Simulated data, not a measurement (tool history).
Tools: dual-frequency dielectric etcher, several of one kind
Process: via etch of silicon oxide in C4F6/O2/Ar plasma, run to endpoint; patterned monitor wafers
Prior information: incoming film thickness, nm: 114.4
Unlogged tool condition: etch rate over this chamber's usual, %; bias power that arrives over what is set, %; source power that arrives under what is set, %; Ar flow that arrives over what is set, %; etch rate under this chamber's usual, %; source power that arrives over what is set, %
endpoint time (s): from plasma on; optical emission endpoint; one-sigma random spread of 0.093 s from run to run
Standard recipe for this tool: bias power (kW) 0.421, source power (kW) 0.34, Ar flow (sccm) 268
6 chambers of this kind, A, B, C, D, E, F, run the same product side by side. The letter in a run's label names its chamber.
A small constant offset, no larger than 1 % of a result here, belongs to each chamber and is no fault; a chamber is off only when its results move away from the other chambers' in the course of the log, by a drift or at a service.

run,hour,bias power (kW),source power (kW),Ar flow (sccm),hours since the last wet clean,hours since the last bias power generator calibration,hours since the last source power generator calibration,hours since the last Ar flow controller change,endpoint time (s)
1C,10.7,0.421,0.34,268,361,546.3,1030,1026.3,28.087
2B,19.4,0.421,0.34,268,230.8,186.5,319.9,1882.7,28.259
3E,32.4,0.421,0.34,268,329.8,1477.1,1559.7,895.7,28.007
# hour 40.9: chamber E: bias power generator calibrated
4A,45,0.421,0.34,268,63.7,1046.5,3302.4,3588.5,28.011
# hour 45.7: chamber F: wet clean of the chamber
5D,53.9,0.421,0.34,268,191.4,538.9,145.7,2185,28.179
6F,60.9,0.421,0.34,268,15.2,3118,1226.2,5928.2,28.196
# hour 61.3: chamber E: wet clean of the chamber
7A,76.1,0.421,0.34,268,94.8,1077.6,3333.5,3619.6,28.127
8B,90.2,0.421,0.34,268,301.6,257.3,390.7,1953.5,28.227
9F,100.1,0.421,0.34,268,54.4,3157.2,1265.4,5967.4,28.18
10D,107.3,0.421,0.34,268,244.8,592.3,199.1,2238.4,28.288
11E,114.4,0.421,0.34,268,53.2,73.6,1641.7,977.7,28.001
12C,128.6,0.421,0.34,268,478.9,664.2,1147.9,1144.2,28.195
13E,137.6,0.421,0.34,268,76.4,96.8,1664.9,1000.9,28.16
14D,153.7,0.477,0.3,268,291.2,638.7,245.5,2284.8,27.984
15F,165,0.477,0.3,268,119.3,3222.1,1330.3,6032.3,28.087
16C,174.8,0.477,0.3,268,525.1,710.4,1194.1,1190.4,28.236
# hour 183.2: chamber B: wet clean of the chamber
17B,188.4,0.477,0.3,268,5.2,355.5,488.9,2051.7,28.194
18A,200.8,0.477,0.3,268,219.5,1202.3,3458.2,3744.3,28.097
19C,209.2,0.477,0.3,268,559.5,744.8,1228.5,1224.8,28.12
# hour 220.1: chamber F: Ar flow controller replaced
# hour 222.8: chamber C: wet clean of the chamber
20B,223,0.421,0.34,268,39.8,390.1,523.5,2086.3,28.158
21E,237.9,0.486,0.34,219,176.7,197.1,1765.2,1101.2,26.065
22D,246.7,0.486,0.34,219,384.2,731.7,338.5,2377.8,26.039
23F,256.3,0.486,0.34,219,210.6,3313.4,1421.6,36.2,25.916
24A,268.8,0.486,0.34,219,287.5,1270.3,3526.2,3812.3,26.194
25D,279.2,0.486,0.34,219,416.7,764.2,371,2410.3,26.002
26E,295.1,0.486,0.34,219,233.9,254.3,1822.4,1158.4,26.088
# hour 299.2: chamber D: wet clean of the chamber
27B,307.1,0.421,0.34,268,123.9,474.2,607.6,2170.4,28.157
28C,314.5,0.421,0.39,323,91.7,850.1,1333.8,1330.1,27.288
29F,324.6,0.421,0.39,323,278.9,3381.7,1489.9,104.5,27.18
30A,337.8,0.421,0.39,323,356.5,1339.3,3595.2,3881.3,27.243
31E,348.9,0.421,0.39,323,287.7,308.1,1876.2,1212.2,27.253
32C,360.4,0.421,0.39,323,137.6,896,1379.7,1376,27.109
33F,375,0.421,0.39,323,329.3,3432.1,1540.3,154.9,27.281
34D,387.1,0.421,0.34,268,88,872.1,478.9,2518.2,28.193
35B,394.4,0.421,0.34,268,211.2,561.5,694.9,2257.7,28.2
36A,408.3,0.421,0.34,268,427,1409.8,3665.7,3951.8,28.124
37F,424.3,0.421,0.34,268,378.6,3481.4,1589.6,204.2,27.989

Read the log: is a single chamber off, either drifting away or since a service, is the gauge that measures every chamber drifting, or is nothing wrong beyond small per-chamber offsets? Name any odd chamber and what most likely caused it.

No chamber is off and the gauge is stable; the differences are just each chamber's small, constant offset.
